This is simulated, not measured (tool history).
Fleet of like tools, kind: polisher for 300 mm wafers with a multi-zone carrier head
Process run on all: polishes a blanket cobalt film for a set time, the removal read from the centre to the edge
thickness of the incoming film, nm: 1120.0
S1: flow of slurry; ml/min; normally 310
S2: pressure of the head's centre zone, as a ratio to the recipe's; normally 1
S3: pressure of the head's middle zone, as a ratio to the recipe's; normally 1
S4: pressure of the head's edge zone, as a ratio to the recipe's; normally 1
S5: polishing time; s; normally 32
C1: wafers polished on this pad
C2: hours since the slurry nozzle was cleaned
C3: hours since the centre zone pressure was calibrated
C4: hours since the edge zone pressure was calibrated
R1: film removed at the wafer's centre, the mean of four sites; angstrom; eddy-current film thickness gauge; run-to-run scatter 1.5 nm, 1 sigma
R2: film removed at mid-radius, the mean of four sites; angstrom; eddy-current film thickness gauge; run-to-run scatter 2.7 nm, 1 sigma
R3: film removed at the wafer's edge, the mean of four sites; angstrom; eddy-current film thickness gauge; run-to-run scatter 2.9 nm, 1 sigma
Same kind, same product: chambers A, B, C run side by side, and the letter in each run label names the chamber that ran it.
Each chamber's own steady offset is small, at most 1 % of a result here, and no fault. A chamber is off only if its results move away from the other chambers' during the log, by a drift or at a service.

run    day   S1    S2  S3    S4  S5    C1     C2      C3      C4      R1      R2      R3
     0.112  -- chamber B: worn pad replaced by a new one
 1C  0.146  310     1   1     1  32   978  130.8  1279.7   159.1  2192.3  2205.3  2180.3
     0.317  -- chamber A: centre zone pressure recalibrated
 2A   0.35  310     1   1     1  32   713  317.9     0.9  1020.7  2185.9  2194.9  2182.5
 3B  0.567  310     1   1     1  32   136  655.6   435.7   504.9  2174.5  2172.7  2226.1
 4B  0.725  310     1   1     1  32   183  659.4   439.5   508.7  2200.1  2238.2  2200.3
 5C  0.888  310     1   1     1  32  1199  148.6  1297.5   176.9  2180.4  2166.8  2202.6
 6A  1.058  310     1   1  1.09  37   924  334.9    17.9  1037.7    2561    2492  2666.7
 7B  1.288  310     1   1  1.09  37   350  672.9     453   522.2  2542.5  2577.6  2682.1
 8C    1.4  310     1   1  1.09  37  1351  160.9  1309.8   189.2  2514.8  2477.2  2677.4
     1.467  -- chamber A: worn pad replaced by a new one
 9A  1.521  310     1   1     1  32    17    346      29  1048.8  2185.5  2164.7  2236.7
10B  1.675  310     1   1     1  32   466  682.2   462.3   531.5  2204.8  2213.6  2215.6
     1.821  -- chamber B: slurry nozzle cleaned
11A  1.917  310     1   1     1  32   134  355.5    38.5  1058.3  2191.2  2189.1  2135.3
12C  2.071  310     1   1     1  32  1551    177  1325.9   205.3  2210.3  2154.4  2250.1
13B  2.292  310     1   1     1  32   650   11.4   477.1   546.3  2193.9  2192.9  2168.2
14C  2.529  310     1   1     1  32  1687    188  1336.9   216.3  2150.3  2129.1  2171.1
     2.638  -- chamber C: worn pad replaced by a new one
15A  2.675  310     1   1     1  32   360  373.7    56.7  1076.5  2196.4  2237.4  2267.1
     2.679  -- chamber C: centre zone pressure recalibrated
16C  2.892  310     1   1     1  32    76  196.7     5.1     225  1976.6  2201.2  2230.4
17B  3.133  310     1   1     1  32   900   31.6   497.3   566.5  2212.8  2165.2  2181.8
18A  3.375  310     1   1     1  32   569  390.5    73.5  1093.3  2177.6  2223.5  2165.1
     3.379  -- chamber B: worn pad replaced by a new one
19A  3.492  310     1   1     1  32   603  393.3    76.3  1096.1  2206.7  2192.9  2228.7
20B  3.688  310     1   1     1  32    92   44.9   510.6   579.8  2203.7  2181.3  2201.4
21C  3.867  310     1   1     1  32   366  220.1    28.5   248.4    1979  2167.6  2224.4
         4  -- chamber B: centre zone pressure recalibrated
22C  4.067  310     1   1     1  32   426  224.9    33.3   253.2  1961.8  2170.3  2249.5
23B  4.283  310     1   1     1  32   270   59.2     6.8   594.1  2195.4  2160.7    2201
24A  4.458  310     1   1     1  32   891  416.5    99.5  1119.3  2193.4  2141.8    2222
25B  4.625  310  1.06   1  0.96  32   371   67.4      15   602.3  2369.8  2173.2  2171.7
26A  4.742  310  1.06   1  0.96  32   976  423.3   106.3  1126.1  2364.3  2211.7  2152.2
27C  4.954  310  1.06   1  0.96  32   690  246.2    54.6   274.5  2122.1    2231  2154.9

Predict what each chamber gives when all 3 of them run the settings below next.
28A  5.133  310   1   1   1  32                   ?   ?   ?
28B  5.133  310   1   1   1  32                   ?   ?   ?
28C  5.133  310   1   1   1  32                   ?   ?   ?

run      R1      R2      R3
28A  2197.5  2213.9    2170
28B  2207.1  2199.7    2232
28C  2013.7  2165.5  2199.5

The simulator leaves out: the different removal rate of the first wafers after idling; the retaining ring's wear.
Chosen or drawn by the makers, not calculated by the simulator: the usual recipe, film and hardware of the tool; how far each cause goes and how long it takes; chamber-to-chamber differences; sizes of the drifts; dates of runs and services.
